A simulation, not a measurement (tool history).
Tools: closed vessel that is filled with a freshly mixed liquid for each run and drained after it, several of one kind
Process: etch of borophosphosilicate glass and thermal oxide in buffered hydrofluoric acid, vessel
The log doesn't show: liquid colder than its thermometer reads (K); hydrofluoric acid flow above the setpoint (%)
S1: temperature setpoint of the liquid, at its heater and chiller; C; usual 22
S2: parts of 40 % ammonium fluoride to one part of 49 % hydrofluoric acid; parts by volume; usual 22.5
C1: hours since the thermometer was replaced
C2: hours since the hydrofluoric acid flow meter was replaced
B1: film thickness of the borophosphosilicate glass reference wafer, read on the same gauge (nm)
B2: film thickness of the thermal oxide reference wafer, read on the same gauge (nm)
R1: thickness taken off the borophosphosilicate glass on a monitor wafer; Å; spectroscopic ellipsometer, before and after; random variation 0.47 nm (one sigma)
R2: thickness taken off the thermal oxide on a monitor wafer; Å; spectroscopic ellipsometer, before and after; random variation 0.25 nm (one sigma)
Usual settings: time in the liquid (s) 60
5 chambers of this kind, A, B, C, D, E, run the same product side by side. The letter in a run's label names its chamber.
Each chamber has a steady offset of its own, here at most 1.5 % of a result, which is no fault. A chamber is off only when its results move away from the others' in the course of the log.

{"run": "1B", "hour": 8.6, "S1": 22, "S2": 22.5, "time in the liquid (s)": 60, "C1": 1337.4, "C2": 798.4, "B1": 110.01, "B2": 50.017, "R1": 517.68, "R2": 301.4}
{"run": "2E", "hour": 16.9, "S1": 22, "S2": 22.5, "time in the liquid (s)": 60, "C1": 138.8, "C2": 1957, "B1": 110, "B2": 49.997, "R1": 517.8, "R2": 303.1}
{"run": "3A", "hour": 26.4, "S1": 22, "S2": 22.5, "time in the liquid (s)": 60, "C1": 1348, "C2": 716.1, "B1": 110.02, "B2": 49.99, "R1": 523.33, "R2": 305.58}
{"run": "4C", "hour": 33.1, "S1": 22, "S2": 22.5, "time in the liquid (s)": 60, "C1": 841.2, "C2": 622.7, "B1": 110, "B2": 49.984, "R1": 513.77, "R2": 299.27}
{"run": "5D", "hour": 38.4, "S1": 18, "S2": 22.5, "time in the liquid (s)": 30, "C1": 798.8, "C2": 492.4, "B1": 109.98, "B2": 49.995, "R1": 203.6, "R2": 119.86}
{"run": "6B", "hour": 47.3, "S1": 18, "S2": 22.5, "time in the liquid (s)": 30, "C1": 1376.1, "C2": 837.1, "B1": 110.01, "B2": 49.987, "R1": 203.62, "R2": 118.75}
{"run": "7D", "hour": 53.0, "S1": 18, "S2": 22.5, "time in the liquid (s)": 30, "C1": 813.4, "C2": 507, "B1": 109.97, "B2": 49.956, "R1": 201.73, "R2": 120.56}
{"run": "8A", "hour": 63.6, "S1": 18, "S2": 22.5, "time in the liquid (s)": 30, "C1": 1385.2, "C2": 753.3, "B1": 109.98, "B2": 50.01, "R1": 212.26, "R2": 123.31}
{"run": "9C", "hour": 68.8, "S1": 18, "S2": 22.5, "time in the liquid (s)": 30, "C1": 876.9, "C2": 658.4, "B1": 110.01, "B2": 50.001, "R1": 208.05, "R2": 119.25}
{"run": "10E", "hour": 76.3, "S1": 22, "S2": 22.5, "time in the liquid (s)": 60, "C1": 198.2, "C2": 2016.4, "B1": 110.02, "B2": 50, "R1": 514.11, "R2": 302.65}
{"run": "11E", "hour": 83.6, "S1": 22, "S2": 22.5, "time in the liquid (s)": 60, "C1": 205.5, "C2": 2023.7, "B1": 110, "B2": 50.022, "R1": 519.49, "R2": 308.31}
{"run": "12B", "hour": 94.4, "S1": 22, "S2": 22.5, "time in the liquid (s)": 60, "C1": 1423.2, "C2": 884.2, "B1": 110.03, "B2": 49.972, "R1": 513.23, "R2": 300.61}
{"run": "13A", "hour": 105.3, "S1": 22, "S2": 22.5, "time in the liquid (s)": 60, "C1": 1426.9, "C2": 795, "B1": 110, "B2": 49.962, "R1": 527.25, "R2": 305.85}
{"run": "14C", "hour": 116.1, "S1": 22, "S2": 22.5, "time in the liquid (s)": 60, "C1": 924.2, "C2": 705.7, "B1": 110, "B2": 50.001, "R1": 511.66, "R2": 303.95}
{"run": "15D", "hour": 125.9, "S1": 22, "S2": 22.5, "time in the liquid (s)": 60, "C1": 886.3, "C2": 579.9, "B1": 109.99, "B2": 50, "R1": 511.21, "R2": 305.07}
{"run": "16D", "hour": 132.9, "S1": 22, "S2": 22.5, "time in the liquid (s)": 60, "C1": 893.3, "C2": 586.9, "B1": 110, "B2": 49.996, "R1": 516.07, "R2": 304.76}
{"run": "17E", "hour": 141.1, "S1": 22, "S2": 22.5, "time in the liquid (s)": 60, "C1": 263, "C2": 2081.2, "B1": 110, "B2": 49.992, "R1": 511.01, "R2": 306.62}
{"run": "18C", "hour": 146.7, "S1": 22, "S2": 27.5, "time in the liquid (s)": 60, "C1": 954.8, "C2": 736.3, "B1": 109.98, "B2": 50.001, "R1": 449.09, "R2": 260.94}
{"run": "19A", "hour": 156.6, "S1": 22, "S2": 27.5, "time in the liquid (s)": 60, "C1": 1478.2, "C2": 846.3, "B1": 110, "B2": 49.995, "R1": 448.1, "R2": 268.97}
{"run": "20B", "hour": 161.7, "S1": 22, "S2": 27.5, "time in the liquid (s)": 60, "C1": 1490.5, "C2": 951.5, "B1": 109.99, "B2": 49.972, "R1": 448.59, "R2": 261.77}
{"run": "21D", "hour": 171.1, "S1": 22, "S2": 27.5, "time in the liquid (s)": 60, "C1": 931.5, "C2": 625.1, "B1": 110, "B2": 49.989, "R1": 449.42, "R2": 265.7}
{"run": "22E", "hour": 180.0, "S1": 22, "S2": 27.5, "time in the liquid (s)": 60, "C1": 301.9, "C2": 2120.1, "B1": 109.99, "B2": 50.004, "R1": 454.54, "R2": 261.45}
{"run": "23A", "hour": 185.9, "S1": 22, "S2": 22.5, "time in the liquid (s)": 60, "C1": 1507.5, "C2": 875.6, "B1": 110, "B2": 50.012, "R1": 522.83, "R2": 305.73}
{"run": "24B", "hour": 194.8, "S1": 24, "S2": 22.5, "time in the liquid (s)": 75, "C1": 1523.6, "C2": 984.6, "B1": 110.01, "B2": 49.953, "R1": 709.59, "R2": 411.06}
{"hour": 195.5, "done": "chamber C: thermometer replaced"}
{"run": "25C", "hour": 205.1, "S1": 24, "S2": 22.5, "time in the liquid (s)": 75, "C1": 9.7, "C2": 794.7, "B1": 109.98, "B2": 49.98, "R1": 719.75, "R2": 422.07}
{"run": "26C", "hour": 213.8, "S1": 24, "S2": 22.5, "time in the liquid (s)": 75, "C1": 18.4, "C2": 803.4, "B1": 110, "B2": 50.031, "R1": 731.81, "R2": 418.71}
{"run": "27A", "hour": 224.9, "S1": 24, "S2": 22.5, "time in the liquid (s)": 75, "C1": 1546.5, "C2": 914.6, "B1": 109.98, "B2": 49.936, "R1": 733.76, "R2": 427.31}
{"run": "28E", "hour": 230.7, "S1": 24, "S2": 22.5, "time in the liquid (s)": 75, "C1": 352.6, "C2": 2170.8, "B1": 110.01, "B2": 49.988, "R1": 724.75, "R2": 419.79}
{"run": "29D", "hour": 240.6, "S1": 22, "S2": 22.5, "time in the liquid (s)": 60, "C1": 1001, "C2": 694.6, "B1": 110.01, "B2": 49.983, "R1": 515.81, "R2": 305.21}
{"run": "30B", "hour": 250.3, "S1": 22, "S2": 22.5, "time in the liquid (s)": 60, "C1": 1579.1, "C2": 1040.1, "B1": 109.99, "B2": 49.984, "R1": 492.55, "R2": 291.01}
{"run": "31A", "hour": 258.4, "S1": 22, "S2": 22.5, "time in the liquid (s)": 60, "C1": 1580, "C2": 948.1, "B1": 109.98, "B2": 49.98, "R1": 516.88, "R2": 306.05}
{"run": "32E", "hour": 269.2, "S1": 22, "S2": 22.5, "time in the liquid (s)": 60, "C1": 391.1, "C2": 2209.3, "B1": 109.99, "B2": 50.018, "R1": 525.32, "R2": 305.73}
{"run": "33C", "hour": 277.8, "S1": 22, "S2": 22.5, "time in the liquid (s)": 60, "C1": 82.4, "C2": 867.4, "B1": 109.99, "B2": 50, "R1": 524.22, "R2": 299.87}
{"hour": 285.3, "done": "chamber D: thermometer replaced"}
{"run": "34D", "hour": 286.2, "S1": 22, "S2": 22.5, "time in the liquid (s)": 60, "C1": 0.9, "C2": 740.2, "B1": 109.99, "B2": 50.008, "R1": 514.72, "R2": 303.49}
{"run": "35B", "hour": 294.5, "S1": 22, "S2": 22.5, "time in the liquid (s)": 60, "C1": 1623.3, "C2": 1084.3, "B1": 110.01, "B2": 50.023, "R1": 493.82, "R2": 292.54}
{"run": "36D", "hour": 305.8, "S1": 24.5, "S2": 29, "time in the liquid (s)": 60, "C1": 20.5, "C2": 759.8, "B1": 110.01, "B2": 49.983, "R1": 506.34, "R2": 290.19}
{"run": "37C", "hour": 315.7, "S1": 24.5, "S2": 29, "time in the liquid (s)": 60, "C1": 120.3, "C2": 905.3, "B1": 110.01, "B2": 49.975, "R1": 513.96, "R2": 294.35}
{"run": "38A", "hour": 323.8, "S1": 24.5, "S2": 29, "time in the liquid (s)": 60, "C1": 1645.4, "C2": 1013.5, "B1": 109.99, "B2": 49.985, "R1": 495.6, "R2": 292.73}
{"run": "39E", "hour": 333.8, "S1": 24.5, "S2": 29, "time in the liquid (s)": 60, "C1": 455.7, "C2": 2273.9, "B1": 110, "B2": 49.979, "R1": 502.41, "R2": 294.97}
{"run": "40B", "hour": 339.8, "S1": 24.5, "S2": 29, "time in the liquid (s)": 60, "C1": 1668.6, "C2": 1129.6, "B1": 110.03, "B2": 50.019, "R1": 465.68, "R2": 273.83}
{"run": "41B", "hour": 344.8, "S1": 22, "S2": 22.5, "time in the liquid (s)": 60, "C1": 1673.6, "C2": 1134.6, "B1": 109.99, "B2": 50.026, "R1": 487.29, "R2": 284.85}
{"run": "42A", "hour": 353.1, "S1": 22, "S2": 22.5, "time in the liquid (s)": 60, "C1": 1674.7, "C2": 1042.8, "B1": 109.99, "B2": 50.024, "R1": 519.95, "R2": 306.79}

Is one chamber off against the others, does the gauge drift, or is nothing wrong? If a chamber is off, say which, and what the likeliest cause is.

Chamber B drifts away from the others.
Cause: liquid colder than its thermometer reads (K) = 1.16.
The log may not tell that from: hydrofluoric acid flow below the setpoint (%).

Here are 4 candidates for chamber B's next run, each the usual settings with a change, their results left as question marks. Which one brings its results back in line with what the others give on the usual settings?
In line means no further than this from the other chambers' mean on the usual settings: R1 17 Å; R2 8.8 Å
{"run": "43B-1", "hour": 361.3, "S1": 18, "S2": 20, "time in the liquid (s)": 60, "R1": "?", "R2": "?"}
{"run": "43B-2", "hour": 361.3, "S1": 29, "S2": 28.5, "time in the liquid (s)": 55, "R1": "?", "R2": "?"}
{"run": "43B-3", "hour": 361.3, "S1": 20.5, "S2": 22, "time in the liquid (s)": 60, "R1": "?", "R2": "?"}
{"run": "43B-4", "hour": 361.3, "S1": 23.5, "S2": 23, "time in the liquid (s)": 60, "R1": "?", "R2": "?"}

The other chambers' mean on the usual settings: R1 518.11 Å; R2 304.13 Å
run=43B-1 R1=416.04 R2=243.48
run=43B-2 R1=551.25 R2=324.93
run=43B-3 R1=449.2 R2=263.42
run=43B-4 R1=515.63 R2=302.96
43B-4 brings the chamber back in line.
